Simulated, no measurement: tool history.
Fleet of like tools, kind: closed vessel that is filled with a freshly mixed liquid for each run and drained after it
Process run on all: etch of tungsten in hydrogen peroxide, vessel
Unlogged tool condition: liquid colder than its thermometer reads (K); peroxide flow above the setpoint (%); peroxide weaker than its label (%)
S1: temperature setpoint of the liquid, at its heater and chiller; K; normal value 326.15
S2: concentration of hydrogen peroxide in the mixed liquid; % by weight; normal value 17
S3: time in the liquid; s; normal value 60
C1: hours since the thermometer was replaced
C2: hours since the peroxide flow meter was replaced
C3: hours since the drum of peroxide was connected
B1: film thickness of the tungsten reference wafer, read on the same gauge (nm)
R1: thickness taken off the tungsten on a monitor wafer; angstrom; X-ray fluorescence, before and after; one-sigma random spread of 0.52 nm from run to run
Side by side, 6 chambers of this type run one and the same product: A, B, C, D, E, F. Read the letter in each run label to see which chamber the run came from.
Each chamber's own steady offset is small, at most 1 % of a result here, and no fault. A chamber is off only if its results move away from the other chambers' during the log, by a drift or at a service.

Run 1B, hour 8.2: usual settings; C1 1023.5; C2 121.2; C3 725.1; B1 50.034. Result: R1 560.82 angstrom.
Run 2C, hour 16.7: usual settings; C1 176.1; C2 374.8; C3 194.1; B1 50.027. Result: R1 562.12 angstrom.
Run 3D, hour 24.6: usual settings; C1 1197.9; C2 159.8; C3 337.6; B1 49.979. Result: R1 546.8 angstrom.
Run 4E, hour 34.1: usual settings; C1 1642.3; C2 286.8; C3 127.7; B1 50.002. Result: R1 564.38 angstrom.
Run 5F, hour 42: usual settings; C1 1684.7; C2 882.1; C3 178.4; B1 49.997. Result: R1 560.09 angstrom.
Run 6A, hour 49.5: usual settings; C1 1780.3; C2 1044.7; C3 446.4; B1 50.002. Result: R1 551.32 angstrom.
Run 7D, hour 57.5: usual settings; C1 1230.8; C2 192.7; C3 370.5; B1 49.985. Result: R1 562.27 angstrom.
Run 8E, hour 65.8: usual settings but S3 80 s; C1 1674; C2 318.5; C3 159.4; B1 50.041. Result: R1 750.98 angstrom.
Run 9F, hour 73.6: usual settings but S3 80 s; C1 1716.3; C2 913.7; C3 210; B1 50.01. Result: R1 739.64 angstrom.
At hour 78.7: chamber F: peroxide flow meter replaced.
Run 10A, hour 85.1: usual settings but S3 80 s; C1 1815.9; C2 1080.3; C3 482; B1 50.015. Result: R1 746.32 angstrom.
Run 11C, hour 94.6: usual settings but S3 80 s; C1 254; C2 452.7; C3 272; B1 50.033. Result: R1 757.98 angstrom.
Run 12B, hour 104.3: usual settings but S3 80 s; C1 1119.6; C2 217.3; C3 821.2; B1 49.99. Result: R1 743.6 angstrom.
Run 13C, hour 115.8: usual settings but S3 80 s; C1 275.2; C2 473.9; C3 293.2; B1 50.012. Result: R1 751.46 angstrom.
Run 14E, hour 127.5: usual settings but S3 80 s; C1 1735.7; C2 380.2; C3 221.1; B1 49.99. Result: R1 756.77 angstrom.
Run 15A, hour 136: usual settings but S3 80 s; C1 1866.8; C2 1131.2; C3 532.9; B1 49.99. Result: R1 731.44 angstrom.
Run 16D, hour 142: usual settings but S3 80 s; C1 1315.3; C2 277.2; C3 455; B1 50.02. Result: R1 739.87 angstrom.
Run 17B, hour 149.6: usual settings but S3 80 s; C1 1164.9; C2 262.6; C3 866.5; B1 50.001. Result: R1 729.28 angstrom.
Run 18F, hour 159.5: usual settings but S3 80 s; C1 1802.2; C2 80.9; C3 295.9; B1 49.968. Result: R1 742.63 angstrom.
Run 19E, hour 170.1: usual settings but S3 80 s; C1 1778.3; C2 422.8; C3 263.7; B1 49.995. Result: R1 746.74 angstrom.
Run 20B, hour 180.9: usual settings; C1 1196.2; C2 293.9; C3 897.8; B1 49.997. Result: R1 561.5 angstrom.
Run 21F, hour 189.6: usual settings; C1 1832.3; C2 111; C3 326; B1 50.004. Result: R1 538.62 angstrom.
Run 22A, hour 198.6: usual settings but S2 15 % by weight, S3 30 s; C1 1929.4; C2 1193.8; C3 595.5; B1 50.03. Result: R1 264.18 angstrom.
Run 23D, hour 204.8: usual settings but S2 15 % by weight, S3 30 s; C1 1378.1; C2 340; C3 517.8; B1 49.967. Result: R1 262.7 angstrom.
Run 24C, hour 214.5: usual settings but S2 15 % by weight, S3 30 s; C1 373.9; C2 572.6; C3 391.9; B1 49.987. Result: R1 265.55 angstrom.
Run 25D, hour 222.8: usual settings but S2 15 % by weight, S3 30 s; C1 1396.1; C2 358; C3 535.8; B1 50. Result: R1 260.62 angstrom.
Run 26C, hour 231.7: usual settings but S2 15 % by weight, S3 30 s; C1 391.1; C2 589.8; C3 409.1; B1 49.975. Result: R1 264.53 angstrom.
Run 27B, hour 239.2: usual settings but S2 15 % by weight, S3 30 s; C1 1254.5; C2 352.2; C3 956.1; B1 50. Result: R1 263.53 angstrom.
Run 28F, hour 246.9: usual settings; C1 1889.6; C2 168.3; C3 383.3; B1 50.023. Result: R1 513.06 angstrom.
Run 29E, hour 256.5: usual settings; C1 1864.7; C2 509.2; C3 350.1; B1 50.005. Result: R1 569.56 angstrom.
Run 30A, hour 266.7: usual settings; C1 1997.5; C2 1261.9; C3 663.6; B1 49.93. Result: R1 559.21 angstrom.
At hour 269.8: chamber A: thermometer replaced.
Run 31B, hour 276.3: usual settings; C1 1291.6; C2 389.3; C3 993.2; B1 50.059. Result: R1 557.73 angstrom.
At hour 282.8: chamber E: thermometer replaced.
Run 32C, hour 285.3: usual settings; C1 444.7; C2 643.4; C3 462.7; B1 49.975. Result: R1 560.77 angstrom.
Run 33D, hour 297.3: usual settings; C1 1470.6; C2 432.5; C3 610.3; B1 49.962. Result: R1 545.81 angstrom.
Run 34E, hour 303.7: usual settings; C1 21; C2 556.4; C3 397.3; B1 49.996. Result: R1 561.72 angstrom.
Run 35F, hour 314.8: usual settings; C1 1957.5; C2 236.2; C3 451.2; B1 49.998. Result: R1 500.96 angstrom.
Run 36A, hour 320.1: usual settings; C1 50.3; C2 1315.3; C3 717; B1 50.024. Result: R1 559.32 angstrom.

Has any chamber moved away from the others, gradually or after a service, or does the common gauge drift, or do the chambers differ only by their own small steady offsets? State the chamber and the most likely cause if one applies.

Chamber F drifts away from the others.
Most likely cause: liquid colder than its thermometer reads (K) = 2.02.

Chamber F could run next with any of the 4 candidate recipes listed below; each alters the usual settings, and their results appear as question marks. Which one brings its results back in line with what the other chambers deliver on the usual settings?
A result is in line if it is within this distance of the other chambers' mean on the usual settings: R1 18 angstrom
Run 37F-1, hour 328.8: usual settings but S2 13.5 % by weight. Result: R1 ?.
Run 37F-2, hour 328.8: usual settings but S1 330.15 K, S2 17.5 % by weight. Result: R1 ?.
Run 37F-3, hour 328.8: usual settings but S1 328.15 K. Result: R1 ?.
Run 37F-4, hour 328.8: usual settings but S1 322.15 K. Result: R1 ?.

Other chambers, usual settings, mean: R1 560 angstrom
  run      R1
37F-1  443.14
37F-2  645.12
37F-3  563.22
37F-4  388.13
The right change is 37F-3: it brings the chamber back within the allowed miss of the others.
